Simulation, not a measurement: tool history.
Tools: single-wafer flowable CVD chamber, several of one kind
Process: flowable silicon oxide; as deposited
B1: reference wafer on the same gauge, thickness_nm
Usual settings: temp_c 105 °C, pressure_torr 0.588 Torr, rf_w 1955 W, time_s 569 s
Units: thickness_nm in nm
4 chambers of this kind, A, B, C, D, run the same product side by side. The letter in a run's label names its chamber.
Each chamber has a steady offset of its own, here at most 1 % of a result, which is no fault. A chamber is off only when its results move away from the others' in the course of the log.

{"run": "1C", "hour": 13.2, "temp_c": 105, "pressure_torr": 0.588, "rf_w": 1955, "time_s": 569, "B1": 175.09, "thickness_nm": 192.85}
{"run": "2A", "hour": 25.1, "temp_c": 105, "pressure_torr": 0.588, "rf_w": 1955, "time_s": 569, "B1": 174.92, "thickness_nm": 192.43}
{"run": "3D", "hour": 39.5, "temp_c": 105, "pressure_torr": 0.588, "rf_w": 1955, "time_s": 569, "B1": 175.05, "thickness_nm": 190.31}
{"run": "4B", "hour": 51.6, "temp_c": 105, "pressure_torr": 0.588, "rf_w": 1955, "time_s": 569, "B1": 174.92, "thickness_nm": 190.02}
{"run": "5C", "hour": 65.6, "temp_c": 105, "pressure_torr": 0.588, "rf_w": 1955, "time_s": 569, "B1": 174.75, "thickness_nm": 191.68}
{"run": "6D", "hour": 73.8, "temp_c": 105, "pressure_torr": 0.588, "rf_w": 1955, "time_s": 569, "B1": 174.9, "thickness_nm": 190.63}
{"run": "7B", "hour": 82.1, "temp_c": 105, "pressure_torr": 0.588, "rf_w": 1955, "time_s": 569, "B1": 175.02, "thickness_nm": 188.26}
{"run": "8A", "hour": 91.3, "temp_c": 105, "pressure_torr": 0.588, "rf_w": 1955, "time_s": 569, "B1": 175.08, "thickness_nm": 191.67}
{"run": "9C", "hour": 105.8, "temp_c": 105, "pressure_torr": 0.588, "rf_w": 1955, "time_s": 569, "B1": 174.85, "thickness_nm": 192.73}
{"run": "10A", "hour": 112.2, "temp_c": 105, "pressure_torr": 0.588, "rf_w": 1955, "time_s": 569, "B1": 175.03, "thickness_nm": 190.72}
{"run": "11D", "hour": 124.9, "temp_c": 105, "pressure_torr": 0.588, "rf_w": 1955, "time_s": 569, "B1": 174.99, "thickness_nm": 191.26}
{"run": "12B", "hour": 138.2, "temp_c": 105, "pressure_torr": 0.588, "rf_w": 1955, "time_s": 569, "B1": 175.1, "thickness_nm": 189.27}
{"run": "13D", "hour": 151.4, "temp_c": 105, "pressure_torr": 0.588, "rf_w": 1955, "time_s": 569, "B1": 175.06, "thickness_nm": 190.16}
{"run": "14A", "hour": 164.3, "temp_c": 105, "pressure_torr": 0.588, "rf_w": 1955, "time_s": 569, "B1": 174.97, "thickness_nm": 190.28}
{"run": "15B", "hour": 175.9, "temp_c": 96, "pressure_torr": 0.588, "rf_w": 1955, "time_s": 660, "B1": 175.07, "thickness_nm": 294.23}
{"run": "16C", "hour": 188.4, "temp_c": 96, "pressure_torr": 0.588, "rf_w": 1955, "time_s": 660, "B1": 175.16, "thickness_nm": 303.16}
{"run": "17A", "hour": 202.7, "temp_c": 96, "pressure_torr": 0.588, "rf_w": 1955, "time_s": 660, "B1": 174.88, "thickness_nm": 297.04}
{"run": "18B", "hour": 210.8, "temp_c": 96, "pressure_torr": 0.588, "rf_w": 1955, "time_s": 660, "B1": 174.92, "thickness_nm": 296.03}
{"run": "19C", "hour": 223.7, "temp_c": 97, "pressure_torr": 0.657, "rf_w": 1955, "time_s": 569, "B1": 175.15, "thickness_nm": 295.95}
{"run": "20D", "hour": 234.7, "temp_c": 97, "pressure_torr": 0.657, "rf_w": 1955, "time_s": 569, "B1": 174.82, "thickness_nm": 287.42}
{"run": "21D", "hour": 244.6, "temp_c": 97, "pressure_torr": 0.657, "rf_w": 1955, "time_s": 569, "B1": 175.16, "thickness_nm": 284.09}
{"run": "22A", "hour": 259.0, "temp_c": 97, "pressure_torr": 0.657, "rf_w": 1955, "time_s": 569, "B1": 174.88, "thickness_nm": 287.71}
{"run": "23C", "hour": 270.0, "temp_c": 105, "pressure_torr": 0.588, "rf_w": 1955, "time_s": 569, "B1": 174.81, "thickness_nm": 192.91}
{"run": "24B", "hour": 279.2, "temp_c": 105, "pressure_torr": 0.588, "rf_w": 1955, "time_s": 569, "B1": 174.87, "thickness_nm": 189.69}
{"run": "25C", "hour": 292.5, "temp_c": 105, "pressure_torr": 0.588, "rf_w": 1955, "time_s": 569, "B1": 175.18, "thickness_nm": 193.55}
{"run": "26A", "hour": 306.3, "temp_c": 105, "pressure_torr": 0.588, "rf_w": 1955, "time_s": 569, "B1": 174.95, "thickness_nm": 185.61}
{"run": "27B", "hour": 314.1, "temp_c": 105, "pressure_torr": 0.588, "rf_w": 1955, "time_s": 619, "B1": 175.02, "thickness_nm": 206.34}
{"run": "28D", "hour": 327.5, "temp_c": 105, "pressure_torr": 0.588, "rf_w": 1955, "time_s": 619, "B1": 175.17, "thickness_nm": 207.02}
{"run": "29C", "hour": 334.4, "temp_c": 105, "pressure_torr": 0.588, "rf_w": 1955, "time_s": 619, "B1": 175.17, "thickness_nm": 213.49}
{"run": "30D", "hour": 342.6, "temp_c": 105, "pressure_torr": 0.588, "rf_w": 1955, "time_s": 619, "B1": 174.81, "thickness_nm": 205.53}
{"hour": 351.7, "done": "chamber D: RF generator calibrated"}
{"run": "31A", "hour": 352.8, "temp_c": 105, "pressure_torr": 0.588, "rf_w": 1955, "time_s": 569, "B1": 174.99, "thickness_nm": 186.62}
{"run": "32B", "hour": 359.5, "temp_c": 105, "pressure_torr": 0.588, "rf_w": 1955, "time_s": 569, "B1": 175.08, "thickness_nm": 187.48}
{"run": "33A", "hour": 368.6, "temp_c": 105, "pressure_torr": 0.588, "rf_w": 1955, "time_s": 569, "B1": 174.71, "thickness_nm": 184.28}
{"run": "34C", "hour": 379.4, "temp_c": 105, "pressure_torr": 0.588, "rf_w": 1765, "time_s": 569, "B1": 175.02, "thickness_nm": 187.87}
{"run": "35D", "hour": 393.2, "temp_c": 105, "pressure_torr": 0.588, "rf_w": 1765, "time_s": 569, "B1": 174.97, "thickness_nm": 186.72}
{"run": "36B", "hour": 406.6, "temp_c": 105, "pressure_torr": 0.588, "rf_w": 1765, "time_s": 569, "B1": 174.79, "thickness_nm": 183.32}
{"run": "37C", "hour": 413.6, "temp_c": 105, "pressure_torr": 0.588, "rf_w": 1765, "time_s": 569, "B1": 175.08, "thickness_nm": 187.96}
{"run": "38D", "hour": 427.2, "temp_c": 105, "pressure_torr": 0.588, "rf_w": 1955, "time_s": 569, "B1": 175.25, "thickness_nm": 191.2}
{"run": "39B", "hour": 437.7, "temp_c": 105, "pressure_torr": 0.588, "rf_w": 1955, "time_s": 569, "B1": 174.9, "thickness_nm": 189.11}
{"run": "40A", "hour": 449.5, "temp_c": 105, "pressure_torr": 0.588, "rf_w": 1955, "time_s": 569, "B1": 174.97, "thickness_nm": 185.21}
{"run": "41C", "hour": 457.6, "temp_c": 105, "pressure_torr": 0.588, "rf_w": 1955, "time_s": 461, "B1": 174.82, "thickness_nm": 156.59}
{"run": "42B", "hour": 470.7, "temp_c": 105, "pressure_torr": 0.588, "rf_w": 1955, "time_s": 461, "B1": 175.17, "thickness_nm": 152.89}

Next, every chamber runs the same settings. What will each give?
{"run": "43A", "hour": 481.1, "temp_c": 105, "pressure_torr": 0.588, "rf_w": 1955, "time_s": 610, "thickness_nm": "?"}
{"run": "43B", "hour": 481.1, "temp_c": 105, "pressure_torr": 0.588, "rf_w": 1955, "time_s": 610, "thickness_nm": "?"}
{"run": "43C", "hour": 481.1, "temp_c": 105, "pressure_torr": 0.588, "rf_w": 1955, "time_s": 610, "thickness_nm": "?"}
{"run": "43D", "hour": 481.1, "temp_c": 105, "pressure_torr": 0.588, "rf_w": 1955, "time_s": 610, "thickness_nm": "?"}

run=43A thickness_nm=197.37
run=43B thickness_nm=202.14
run=43C thickness_nm=208.02
run=43D thickness_nm=204.79
